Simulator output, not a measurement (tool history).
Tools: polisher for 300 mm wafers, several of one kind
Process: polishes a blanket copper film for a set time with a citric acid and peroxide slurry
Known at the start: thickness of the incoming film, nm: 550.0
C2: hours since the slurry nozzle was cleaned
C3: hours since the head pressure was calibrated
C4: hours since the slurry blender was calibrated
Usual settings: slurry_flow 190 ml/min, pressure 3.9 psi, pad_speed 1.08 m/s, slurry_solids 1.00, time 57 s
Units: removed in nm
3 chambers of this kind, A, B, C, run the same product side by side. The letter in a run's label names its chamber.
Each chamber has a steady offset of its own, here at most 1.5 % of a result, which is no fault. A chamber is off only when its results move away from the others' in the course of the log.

{"run": "1C", "hour": 4.0, "slurry_flow": 190, "pressure": 3.9, "pad_speed": 1.08, "slurry_solids": 1.0, "time": 57, "wafers polished on this pad": 60, "C2": 337.9, "C3": 588.3, "C4": 399.3, "removed": 154.13}
{"run": "2B", "hour": 8.1, "slurry_flow": 190, "pressure": 3.9, "pad_speed": 1.08, "slurry_solids": 1.0, "time": 57, "wafers polished on this pad": 636, "C2": 105.0, "C3": 455.2, "C4": 23.3, "removed": 154.19}
{"hour": 9.6, "done": "chamber B: worn pad replaced by a new one"}
{"run": "3A", "hour": 10.5, "slurry_flow": 190, "pressure": 3.9, "pad_speed": 1.08, "slurry_solids": 1.0, "time": 57, "wafers polished on this pad": 803, "C2": 342.8, "C3": 456.9, "C4": 19.8, "removed": 152.05}
{"run": "4A", "hour": 13.0, "slurry_flow": 190, "pressure": 3.9, "pad_speed": 1.08, "slurry_solids": 1.0, "time": 57, "wafers polished on this pad": 830, "C2": 345.3, "C3": 459.4, "C4": 22.3, "removed": 157.49}
{"run": "5C", "hour": 17.7, "slurry_flow": 190, "pressure": 3.9, "pad_speed": 1.08, "slurry_solids": 1.0, "time": 57, "wafers polished on this pad": 207, "C2": 351.6, "C3": 602.0, "C4": 413.0, "removed": 152.05}
{"hour": 19.6, "done": "chamber A: worn pad replaced by a new one"}
{"run": "6B", "hour": 21.2, "slurry_flow": 190, "pressure": 3.9, "pad_speed": 1.08, "slurry_solids": 1.0, "time": 57, "wafers polished on this pad": 124, "C2": 118.1, "C3": 468.3, "C4": 36.4, "removed": 152.55}
{"run": "7B", "hour": 24.2, "slurry_flow": 190, "pressure": 3.9, "pad_speed": 1.42, "slurry_solids": 1.0, "time": 57, "wafers polished on this pad": 156, "C2": 121.1, "C3": 471.3, "C4": 39.4, "removed": 201.38}
{"run": "8A", "hour": 28.4, "slurry_flow": 190, "pressure": 3.9, "pad_speed": 1.42, "slurry_solids": 1.0, "time": 57, "wafers polished on this pad": 94, "C2": 360.7, "C3": 474.8, "C4": 37.7, "removed": 200.65}
{"run": "9C", "hour": 31.7, "slurry_flow": 190, "pressure": 3.9, "pad_speed": 1.42, "slurry_solids": 1.0, "time": 57, "wafers polished on this pad": 357, "C2": 365.6, "C3": 616.0, "C4": 427.0, "removed": 197.41}
{"hour": 35.7, "done": "chamber C: slurry blender recalibrated"}
{"run": "10B", "hour": 36.6, "slurry_flow": 190, "pressure": 3.9, "pad_speed": 1.08, "slurry_solids": 1.0, "time": 57, "wafers polished on this pad": 289, "C2": 133.5, "C3": 483.7, "C4": 51.8, "removed": 154.58}
{"run": "11A", "hour": 40.1, "slurry_flow": 190, "pressure": 4.8, "pad_speed": 1.08, "slurry_solids": 0.85, "time": 57, "wafers polished on this pad": 219, "C2": 372.4, "C3": 486.5, "C4": 49.4, "removed": 179.28}
{"run": "12C", "hour": 43.8, "slurry_flow": 190, "pressure": 4.8, "pad_speed": 1.08, "slurry_solids": 0.85, "time": 57, "wafers polished on this pad": 486, "C2": 377.7, "C3": 628.1, "C4": 8.1, "removed": 181.53}
{"run": "13C", "hour": 47.4, "slurry_flow": 190, "pressure": 4.8, "pad_speed": 1.08, "slurry_solids": 0.85, "time": 57, "wafers polished on this pad": 525, "C2": 381.3, "C3": 631.7, "C4": 11.7, "removed": 179.73}
{"run": "14B", "hour": 51.2, "slurry_flow": 190, "pressure": 3.9, "pad_speed": 1.08, "slurry_solids": 1.0, "time": 57, "wafers polished on this pad": 445, "C2": 148.1, "C3": 498.3, "C4": 66.4, "removed": 156.52}
{"hour": 51.6, "done": "chamber C: slurry nozzle cleaned"}
{"run": "15A", "hour": 54.6, "slurry_flow": 190, "pressure": 3.9, "pad_speed": 1.08, "slurry_solids": 1.0, "time": 57, "wafers polished on this pad": 374, "C2": 386.9, "C3": 501.0, "C4": 63.9, "removed": 149.47}
{"hour": 56.4, "done": "chamber C: worn pad replaced by a new one"}
{"run": "16A", "hour": 57.2, "slurry_flow": 190, "pressure": 3.9, "pad_speed": 1.08, "slurry_solids": 1.0, "time": 57, "wafers polished on this pad": 402, "C2": 389.5, "C3": 503.6, "C4": 66.5, "removed": 153.65}
{"run": "17B", "hour": 60.2, "slurry_flow": 190, "pressure": 3.9, "pad_speed": 1.08, "slurry_solids": 1.0, "time": 57, "wafers polished on this pad": 541, "C2": 157.1, "C3": 507.3, "C4": 75.4, "removed": 154.15}
{"run": "18C", "hour": 64.2, "slurry_flow": 190, "pressure": 3.9, "pad_speed": 1.08, "slurry_solids": 1.0, "time": 57, "wafers polished on this pad": 84, "C2": 12.7, "C3": 648.5, "C4": 28.5, "removed": 153.32}
{"run": "19B", "hour": 67.9, "slurry_flow": 190, "pressure": 3.9, "pad_speed": 1.08, "slurry_solids": 1.0, "time": 57, "wafers polished on this pad": 623, "C2": 164.8, "C3": 515.0, "C4": 83.1, "removed": 153.44}
{"run": "20C", "hour": 71.6, "slurry_flow": 190, "pressure": 3.9, "pad_speed": 1.08, "slurry_solids": 1.0, "time": 57, "wafers polished on this pad": 163, "C2": 20.1, "C3": 655.9, "C4": 35.9, "removed": 152.06}
{"run": "21A", "hour": 74.6, "slurry_flow": 190, "pressure": 3.9, "pad_speed": 1.08, "slurry_solids": 1.0, "time": 57, "wafers polished on this pad": 588, "C2": 406.9, "C3": 521.0, "C4": 83.9, "removed": 150.1}
{"run": "22B", "hour": 78.7, "slurry_flow": 190, "pressure": 3.9, "pad_speed": 1.08, "slurry_solids": 1.0, "time": 57, "wafers polished on this pad": 739, "C2": 175.6, "C3": 525.8, "C4": 93.9, "removed": 155.26}
{"hour": 80.7, "done": "chamber B: worn pad replaced by a new one"}
{"run": "23A", "hour": 82.8, "slurry_flow": 190, "pressure": 3.9, "pad_speed": 1.08, "slurry_solids": 1.0, "time": 57, "wafers polished on this pad": 676, "C2": 415.1, "C3": 529.2, "C4": 92.1, "removed": 145.58}
{"run": "24C", "hour": 86.3, "slurry_flow": 190, "pressure": 3.9, "pad_speed": 1.08, "slurry_solids": 1.0, "time": 57, "wafers polished on this pad": 320, "C2": 34.8, "C3": 670.6, "C4": 50.6, "removed": 157.69}
{"run": "25C", "hour": 89.0, "slurry_flow": 190, "pressure": 3.9, "pad_speed": 1.08, "slurry_solids": 1.0, "time": 57, "wafers polished on this pad": 349, "C2": 37.5, "C3": 673.3, "C4": 53.3, "removed": 154.61}
{"run": "26A", "hour": 91.8, "slurry_flow": 245, "pressure": 3.9, "pad_speed": 1.08, "slurry_solids": 1.0, "time": 57, "wafers polished on this pad": 772, "C2": 424.1, "C3": 538.2, "C4": 101.1, "removed": 153.38}
{"run": "27B", "hour": 96.6, "slurry_flow": 245, "pressure": 3.9, "pad_speed": 1.08, "slurry_solids": 1.0, "time": 57, "wafers polished on this pad": 170, "C2": 193.5, "C3": 543.7, "C4": 111.8, "removed": 160.15}
{"run": "28B", "hour": 101.4, "slurry_flow": 245, "pressure": 3.9, "pad_speed": 1.08, "slurry_solids": 1.0, "time": 57, "wafers polished on this pad": 222, "C2": 198.3, "C3": 548.5, "C4": 116.6, "removed": 160.81}
{"run": "29A", "hour": 104.5, "slurry_flow": 190, "pressure": 3.9, "pad_speed": 1.08, "slurry_solids": 1.0, "time": 57, "wafers polished on this pad": 908, "C2": 436.8, "C3": 550.9, "C4": 113.8, "removed": 145.7}
{"hour": 105.2, "done": "chamber C: worn pad replaced by a new one"}
{"run": "30C", "hour": 108.6, "slurry_flow": 190, "pressure": 3.9, "pad_speed": 1.08, "slurry_solids": 1.0, "time": 57, "wafers polished on this pad": 37, "C2": 57.1, "C3": 692.9, "C4": 72.9, "removed": 151.86}
{"run": "31C", "hour": 113.0, "slurry_flow": 190, "pressure": 3.9, "pad_speed": 1.08, "slurry_solids": 1.0, "time": 57, "wafers polished on this pad": 84, "C2": 61.5, "C3": 697.3, "C4": 77.3, "removed": 155.3}
{"run": "32A", "hour": 117.2, "slurry_flow": 190, "pressure": 3.9, "pad_speed": 1.08, "slurry_solids": 1.0, "time": 57, "wafers polished on this pad": 1044, "C2": 449.5, "C3": 563.6, "C4": 126.5, "removed": 144.12}
{"run": "33B", "hour": 121.3, "slurry_flow": 190, "pressure": 3.9, "pad_speed": 1.08, "slurry_solids": 1.0, "time": 57, "wafers polished on this pad": 434, "C2": 218.2, "C3": 568.4, "C4": 136.5, "removed": 154.32}
{"run": "34B", "hour": 126.4, "slurry_flow": 190, "pressure": 3.9, "pad_speed": 1.08, "slurry_solids": 1.0, "time": 57, "wafers polished on this pad": 489, "C2": 223.3, "C3": 573.5, "C4": 141.6, "removed": 153.05}

All 3 chambers run these settings next. Forecast each chamber's results:
{"run": "35A", "hour": 130.2, "slurry_flow": 190, "pressure": 3.9, "pad_speed": 1.38, "slurry_solids": 1.0, "time": 57, "removed": "?"}
{"run": "35B", "hour": 130.2, "slurry_flow": 190, "pressure": 3.9, "pad_speed": 1.38, "slurry_solids": 1.0, "time": 57, "removed": "?"}
{"run": "35C", "hour": 130.2, "slurry_flow": 190, "pressure": 3.9, "pad_speed": 1.38, "slurry_solids": 1.0, "time": 57, "removed": "?"}

run=35A removed=184.50
run=35B removed=192.89
run=35C removed=193.58
